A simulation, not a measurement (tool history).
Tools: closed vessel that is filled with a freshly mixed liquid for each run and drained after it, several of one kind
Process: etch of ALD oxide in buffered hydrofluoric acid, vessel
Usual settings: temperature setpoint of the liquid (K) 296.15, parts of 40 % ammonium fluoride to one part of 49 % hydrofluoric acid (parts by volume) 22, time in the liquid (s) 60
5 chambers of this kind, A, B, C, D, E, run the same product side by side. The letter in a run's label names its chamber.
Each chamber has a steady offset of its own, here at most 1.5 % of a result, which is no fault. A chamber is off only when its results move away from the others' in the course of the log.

run,day,temperature setpoint of the liquid (K),parts of 40 % ammonium fluoride to one part of 49 % hydrofluoric acid (parts by volume),time in the liquid (s),"read-back film thickness of the ALD oxide reference wafer, read on the same gauge (nm)",thickness taken off the ALD oxide on a monitor wafer (nm)
1B,0.571,296.15,22,60,120,60.546
2C,0.971,296.15,22,60,120.02,60.499
3D,1.5,296.15,22,60,120.02,60.079
4E,1.908,296.15,22,60,120.02,59.356
# day 1.917: chamber B: thermometer replaced
5A,2.233,296.15,22,60,120.02,60.949
# day 2.4: chamber E: thermometer replaced
6A,2.796,296.15,22,60,120.01,60.432
7D,3.317,296.15,22,60,120,61.023
8B,3.662,296.15,22,60,120,59.371
# day 3.892: chamber D: hydrofluoric acid flow meter replaced
9C,4.121,296.15,22,60,120.01,59.281
10E,4.496,296.15,22,60,120,60.795
11D,4.829,300.15,22,30,120,37.793
# day 5.283: chamber C: hydrofluoric acid flow meter replaced
12C,5.312,300.15,22,30,119.99,37.121
13E,5.708,300.15,22,30,120.02,37.571
14B,6.142,300.15,22,30,120.01,37.121
15A,6.417,300.15,22,30,120.01,38.158
16B,6.875,296.15,27,60,120.01,52.218
17D,7.379,296.15,27,60,120.01,52.732
18A,7.883,296.15,27,60,120,53.35
19C,8.471,296.15,27,60,119.99,51.583
20E,8.854,296.15,27,60,120.02,52.79
21C,9.121,296.15,22,60,120.01,58.473
22B,9.525,296.15,22,60,120.01,59.829
23A,10.117,296.15,16,60,120.03,81.36
24D,10.621,296.15,16,60,120,80.119
25E,10.971,296.15,16,60,119.98,80.59
26D,11.454,296.15,16,60,120,80.7
27A,11.942,296.15,16,60,119.98,80.58
# day 12.262: chamber D: thermometer replaced
28C,12.512,294.15,22,85,120.01,72.55
29E,13.096,294.15,22,85,120,76.81
30B,13.579,294.15,22,85,120.01,74.887
31A,14.054,294.15,22,85,120.01,77.476
32C,14.529,294.15,22,85,120.02,69.804
33D,15.138,296.15,22,60,119.99,61.241
34E,15.617,296.15,22,60,120.01,59.791
35B,15.992,296.15,22,60,120.02,59.513
36D,16.55,293.15,22,60,119.99,52.009
37B,17.158,293.15,22,60,119.99,51.262
# day 17.533: chamber A: hydrofluoric acid flow meter replaced
38E,17.65,293.15,22,60,120,51.848
39C,18.033,293.15,22,60,120.02,45.357
40A,18.638,293.15,22,60,120,51.257

Next, every chamber runs the same settings. What will each give?
41A,19.075,296.15,22,30,,?
41B,19.075,296.15,22,30,,?
41C,19.075,296.15,22,30,,?
41D,19.075,296.15,22,30,,?
41E,19.075,296.15,22,30,,?

run,thickness taken off the ALD oxide on a monitor wafer (nm)
41A,30.588
41B,29.899
41C,26.697
41D,30.505
41E,30.233
